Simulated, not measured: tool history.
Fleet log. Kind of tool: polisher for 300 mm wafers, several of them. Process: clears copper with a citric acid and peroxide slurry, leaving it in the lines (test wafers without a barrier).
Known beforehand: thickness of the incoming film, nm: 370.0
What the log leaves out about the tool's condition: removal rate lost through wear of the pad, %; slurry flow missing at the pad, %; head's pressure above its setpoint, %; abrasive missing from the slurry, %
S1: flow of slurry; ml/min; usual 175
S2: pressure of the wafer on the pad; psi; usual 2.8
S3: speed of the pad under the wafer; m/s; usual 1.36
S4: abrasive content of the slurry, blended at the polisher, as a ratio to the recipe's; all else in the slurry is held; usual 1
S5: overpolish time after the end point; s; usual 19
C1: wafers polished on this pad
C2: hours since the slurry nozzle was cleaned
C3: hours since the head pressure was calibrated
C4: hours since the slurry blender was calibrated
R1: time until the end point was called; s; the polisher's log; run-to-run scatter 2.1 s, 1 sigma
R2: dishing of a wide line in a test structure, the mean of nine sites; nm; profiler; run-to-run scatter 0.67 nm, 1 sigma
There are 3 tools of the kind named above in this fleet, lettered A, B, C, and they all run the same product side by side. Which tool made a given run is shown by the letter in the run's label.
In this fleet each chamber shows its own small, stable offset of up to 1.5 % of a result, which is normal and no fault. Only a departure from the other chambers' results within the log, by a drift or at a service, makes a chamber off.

run,day,S1,S2,S3,S4,S5,C1,C2,C3,C4,R1,R2
1C,0.617,175,2.8,1.36,1,19,251,139.0,414.5,224.1,116.66,42.632
2A,1.208,175,2.8,1.36,1,19,457,89.1,674.0,162.1,119.89,43.275
# day 1.212: chamber B: worn pad replaced by a new one
3B,1.754,175,2.8,1.36,1,19,108,535.8,158.3,79.9,123.94,41.957
# day 1.804: chamber A: worn pad replaced by a new one
4C,2.225,175,2.8,1.36,1,19,570,177.6,453.1,262.7,119.92,42.158
# day 2.646: chamber B: slurry blender recalibrated
5A,2.783,175,2.8,1.36,1,19,194,126.9,711.8,199.9,124.08,42.261
6B,3.375,175,2.8,0.96,1,19,429,574.7,197.2,17.6,167.89,32.042
7C,4.012,175,2.8,0.96,1,19,925,220.5,496.0,305.6,166.60,30.376
# day 4.092: chamber A: worn pad replaced by a new one
8A,4.662,175,2.8,0.96,1,19,113,172.0,756.9,245.0,165.43,31.278
# day 5.088: chamber C: worn pad replaced by a new one
9B,5.333,175,2.8,1.36,1,19,818,621.7,244.2,64.6,123.03,41.376
10C,5.971,175,2.8,1.36,1,19,175,267.5,543.0,352.6,119.60,40.938
# day 6.346: chamber B: worn pad replaced by a new one
11A,6.517,175,2.3,1.36,1,19,481,216.5,801.4,289.5,145.81,35.149
# day 6.821: chamber A: slurry blender recalibrated
# day 6.888: chamber A: worn pad replaced by a new one
12B,7.154,175,2.3,1.36,1,19,160,665.4,287.9,108.3,146.13,34.449
# day 7.388: chamber B: slurry blender recalibrated
13C,7.604,175,2.3,1.36,1,19,499,306.7,582.2,391.8,148.32,34.856
# day 8.167: chamber A: slurry nozzle cleaned
14A,8.254,175,2.8,1.36,1,19,271,2.1,843.1,34.4,120.57,42.658
15B,8.583,175,2.8,1.36,1,19,444,699.7,322.2,28.8,122.59,42.638
16A,9.017,175,2.8,1.36,1,19,422,20.4,861.4,52.7,120.41,43.012
# day 9.242: chamber B: slurry nozzle cleaned
# day 9.292: chamber B: head pressure recalibrated
# day 9.362: chamber A: worn pad replaced by a new one
17C,9.525,175,2.8,1.36,1,19,880,352.8,628.3,437.9,119.59,42.289
# day 9.608: chamber C: slurry blender recalibrated
18B,9.954,175,2.8,1.36,1,19,716,17.1,16.0,61.7,120.55,41.752
19A,10.296,175,2.8,1.36,1,19,185,51.1,892.1,83.4,120.59,41.677
# day 10.812: chamber C: worn pad replaced by a new one
20C,10.871,175,2.8,1.36,1,19,12,385.1,660.6,30.3,120.12,41.622
21B,11.412,175,2.8,1.36,1,19,1005,52.1,51.0,96.7,116.80,42.849
# day 11.662: chamber B: worn pad replaced by a new one
22B,11.879,175,2.8,1.36,1,19,43,63.3,62.2,107.9,122.89,42.308
# day 11.900: chamber C: slurry nozzle cleaned
23C,12.296,175,2.8,1.36,1,19,295,9.6,694.8,64.5,119.66,41.072

Is one chamber off against the others, does the gauge drift, or is nothing wrong? If a chamber is off, say which, and what the likeliest cause is.

No chamber is off and the gauge is stable; the differences are just each chamber's small, constant offset.
